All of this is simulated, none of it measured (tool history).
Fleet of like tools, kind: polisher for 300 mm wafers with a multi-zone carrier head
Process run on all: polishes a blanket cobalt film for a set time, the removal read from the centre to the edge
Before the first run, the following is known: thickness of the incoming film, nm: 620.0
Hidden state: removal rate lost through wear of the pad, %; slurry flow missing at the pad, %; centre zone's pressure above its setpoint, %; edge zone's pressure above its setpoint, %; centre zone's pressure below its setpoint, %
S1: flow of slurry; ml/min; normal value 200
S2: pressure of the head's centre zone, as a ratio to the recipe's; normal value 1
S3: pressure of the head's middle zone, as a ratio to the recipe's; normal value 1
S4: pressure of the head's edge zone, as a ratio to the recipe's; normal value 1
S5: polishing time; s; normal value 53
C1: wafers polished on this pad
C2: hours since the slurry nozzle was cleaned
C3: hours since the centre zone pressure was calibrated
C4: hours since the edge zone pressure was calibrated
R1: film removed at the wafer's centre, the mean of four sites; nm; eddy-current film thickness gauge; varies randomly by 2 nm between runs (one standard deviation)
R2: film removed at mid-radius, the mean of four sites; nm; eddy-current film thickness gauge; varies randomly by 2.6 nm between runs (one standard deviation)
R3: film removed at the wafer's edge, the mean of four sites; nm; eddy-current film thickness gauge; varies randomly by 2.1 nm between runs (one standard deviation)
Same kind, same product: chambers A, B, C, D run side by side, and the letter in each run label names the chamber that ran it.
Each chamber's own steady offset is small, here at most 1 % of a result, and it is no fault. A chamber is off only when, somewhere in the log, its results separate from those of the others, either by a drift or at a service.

run	hour	S1	S2	S3	S4	S5	C1	C2	C3	C4	R1	R2	R3
1A	5.3	200	1	1	1	53	204	392.2	540.9	545.5	204.2	205.18	205.2
2D	12.1	200	1	1	1	53	535	686.1	977.3	869	206.15	203.92	201.67
3C	20.4	200	1	1	1	53	248	227.7	655.5	886.1	199.01	203.05	206.06
4B	25.6	200	1	1	1	53	911	269.5	711.4	583.6	201.82	199.71	200.88
5B	36.3	200	1	1	1	53	979	280.2	722.1	594.3	207.67	205.32	199.74
6D	44.1	200	1	1	1	53	738	718.1	1009.3	901	208.08	201.82	206.15
7C	50.9	200	1.04	1	1	53	441	258.2	686	916.6	214.33	203.48	205.11
8A	57.2	200	1.04	1	1	53	533	444.1	592.8	597.4	209.03	202.85	202.63
9C	67.8	200	1.04	1	1	53	548	275.1	702.9	933.5	207.18	203.06	205.03
10A	74	200	1.04	1	1	53	640	460.9	609.6	614.2	209.56	199.07	200.88
# hour 79.8: chamber C: worn pad replaced by a new one
11D	80.2	200	1	1	1	53	967	754.2	1045.4	937.1	210.58	200.47	207.57
12B	89.1	200	1	1	1	53	1313	333	774.9	647.1	207.97	208.34	201.48
13D	96.4	200	1	1	1	53	1070	770.4	1061.6	953.3	208.41	203.85	204.52
# hour 99.7: chamber B: worn pad replaced by a new one
14B	106.8	200	1	1	1	53	45	350.7	792.6	664.8	204.35	207.3	203.76
# hour 112.3: chamber A: worn pad replaced by a new one
15C	115.3	200	0.91	1.08	1	53	225	322.6	750.4	981	181.94	219.52	203.91
16A	123	200	0.91	1.08	1	53	67	509.9	658.6	663.2	183.18	214.46	202.91
17A	128	200	0.91	1.08	1	53	99	514.9	663.6	668.2	182.45	220.74	200.23
18C	134.7	200	0.91	1.08	1	53	348	342	769.8	1000.4	177.81	220.91	202.19
19D	141.4	200	1	1	1	53	1355	815.4	1106.6	998.3	204.74	202.86	204.92
# hour 145.3: chamber D: worn pad replaced by a new one
20B	146.9	200	1	1	1	53	299	390.8	832.7	704.9	205.88	206.9	204.05
21C	155.3	150	1.09	1	1	53	479	362.6	790.4	1021	201.09	192.31	194.89
22D	164.5	150	1.09	1	1	53	122	838.5	1129.7	1021.4	216.77	193.85	196.8
# hour 167.4: chamber C: worn pad replaced by a new one
23A	170.5	150	1.09	1	1	53	368	557.4	706.1	710.7	207.57	196.1	194.81
24B	176.4	150	1.09	1	1	53	486	420.3	862.2	734.4	216.16	195.09	194.27
25D	185	200	1	1	1	53	252	859	1150.2	1041.9	207.48	201.87	205.69
26B	193.8	200	1	1	1	53	597	437.7	879.6	751.8	206.03	204.17	202.82
27C	199.2	200	1.04	0.92	1	53	201	406.5	834.3	1064.9	195.8	187.53	204.66
28A	206.5	200	1.04	0.92	1	53	597	593.4	742.1	746.7	206.77	187.58	198.12
29B	214.5	200	1.04	0.92	1	53	728	458.4	900.3	772.5	211.21	189	204.42
30D	219.9	200	1.04	0.92	1	53	473	893.9	1185.1	1076.8	214.5	187.06	202.16

Decide between three cases: one chamber stands off from its peers, the gauge reading all wafers drifts, or nothing is wrong past each chamber's small offset. Where a chamber is off, say which and what most likely put it there.

One chamber, C, drifts off from the rest bit by bit.
Cause: centre zone's pressure below its setpoint, % = 8.23.

Below are 4 candidate recipes for chamber C's next run, each the usual settings with a change, their results shown as question marks. Which of them brings C's results back in line with what the other chambers give on the usual settings?
To be in line, a result may differ from the other chambers' mean on the usual settings by at most: R1 7 nm; R2 8.9 nm; R3 7.5 nm
31C-1	227.6	200	0.97	1.01	1.01	53					?	?	?
31C-2	227.6	195	0.92	1.02	1.03	52					?	?	?
31C-3	227.6	205	1.08	0.98	0.97	54					?	?	?
31C-4	227.6	200	1.03	0.99	0.99	53					?	?	?

The mean the other chambers reach with the usual settings: R1 204.08 nm; R2 203.21 nm; R3 202.83 nm
run	R1	R2	R3
31C-1	177.81	205.64	204.01
31C-2	163.79	202.92	201.64
31C-3	204.76	204.33	204.2
31C-4	190.01	201.79	201.97
31C-3 is the one that brings the chamber's results back in line with the other chambers.
